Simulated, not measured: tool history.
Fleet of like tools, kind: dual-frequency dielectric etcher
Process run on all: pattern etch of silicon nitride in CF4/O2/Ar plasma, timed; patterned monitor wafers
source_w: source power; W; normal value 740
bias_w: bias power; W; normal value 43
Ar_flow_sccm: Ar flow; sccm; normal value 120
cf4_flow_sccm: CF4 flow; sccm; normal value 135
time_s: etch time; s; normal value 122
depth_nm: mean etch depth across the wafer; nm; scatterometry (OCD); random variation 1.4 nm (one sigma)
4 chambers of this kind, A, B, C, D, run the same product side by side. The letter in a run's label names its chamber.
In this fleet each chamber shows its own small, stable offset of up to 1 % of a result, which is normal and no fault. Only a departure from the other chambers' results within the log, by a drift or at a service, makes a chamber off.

run,hour,source_w,bias_w,Ar_flow_sccm,cf4_flow_sccm,time_s,"read-back reference wafer on the same gauge, depth_nm",depth_nm
# hour 6.5: chamber C: Ar flow controller replaced
1C,8.4,740,43,120,135,122,342.09,316.05
2B,19,740,43,120,135,122,342.09,317.05
3D,26.8,740,43,120,135,122,342.06,313.32
4A,32.9,740,43,120,135,122,342.16,316.98
5C,39.6,740,43,120,135,122,342.07,315.3
6B,47.2,740,43,137,105,122,341.82,300.79
7A,56.1,740,43,137,105,122,341.94,299.2
8D,62.4,740,43,137,105,122,342.24,296.59
9D,73,740,43,137,105,122,341.91,296.26
10B,78.4,740,43,120,135,122,342.24,316.21
11C,84.3,740,43,120,135,122,341.98,316.76
12A,93.9,740,43,120,135,122,342.19,316.39
13D,102.7,740,43,120,135,122,342.14,312.94
14A,110.2,740,43,120,135,122,341.59,318.42
15B,119.5,740,43,120,135,122,341.91,314.07
16C,127.1,740,43,120,135,122,341.9,313.02
17A,136.1,740,43,120,135,122,341.61,322.12
18C,142.6,740,43,120,135,122,341.81,315.08
19D,150.2,740,43,120,135,122,342.21,314.83
20B,157.5,740,43,120,135,122,341.97,315.55
21B,166.6,740,37,120,135,157,342.03,386.99
22D,173.1,740,37,120,135,157,341.92,382
23A,182.2,740,37,120,135,157,341.91,401.16
24C,188.7,740,37,120,135,157,342.36,383.72
25C,196.9,740,43,120,135,122,341.97,316.3
26B,205.1,740,43,120,135,122,342.21,317.81
27D,211.3,740,43,120,135,122,342.09,315.8
28A,216.6,740,43,97,135,122,341.57,340.33
29B,224.3,740,43,97,135,122,341.91,322.96

For the next run the whole fleet of 4 chambers uses the same settings. Give each chamber's results:
30A,232,740,43,120,135,122,,?
30B,232,740,43,120,135,122,,?
30C,232,740,43,120,135,122,,?
30D,232,740,43,120,135,122,,?

run,depth_nm
30A,335.01
30B,317.56
30C,316.28
30D,314.09
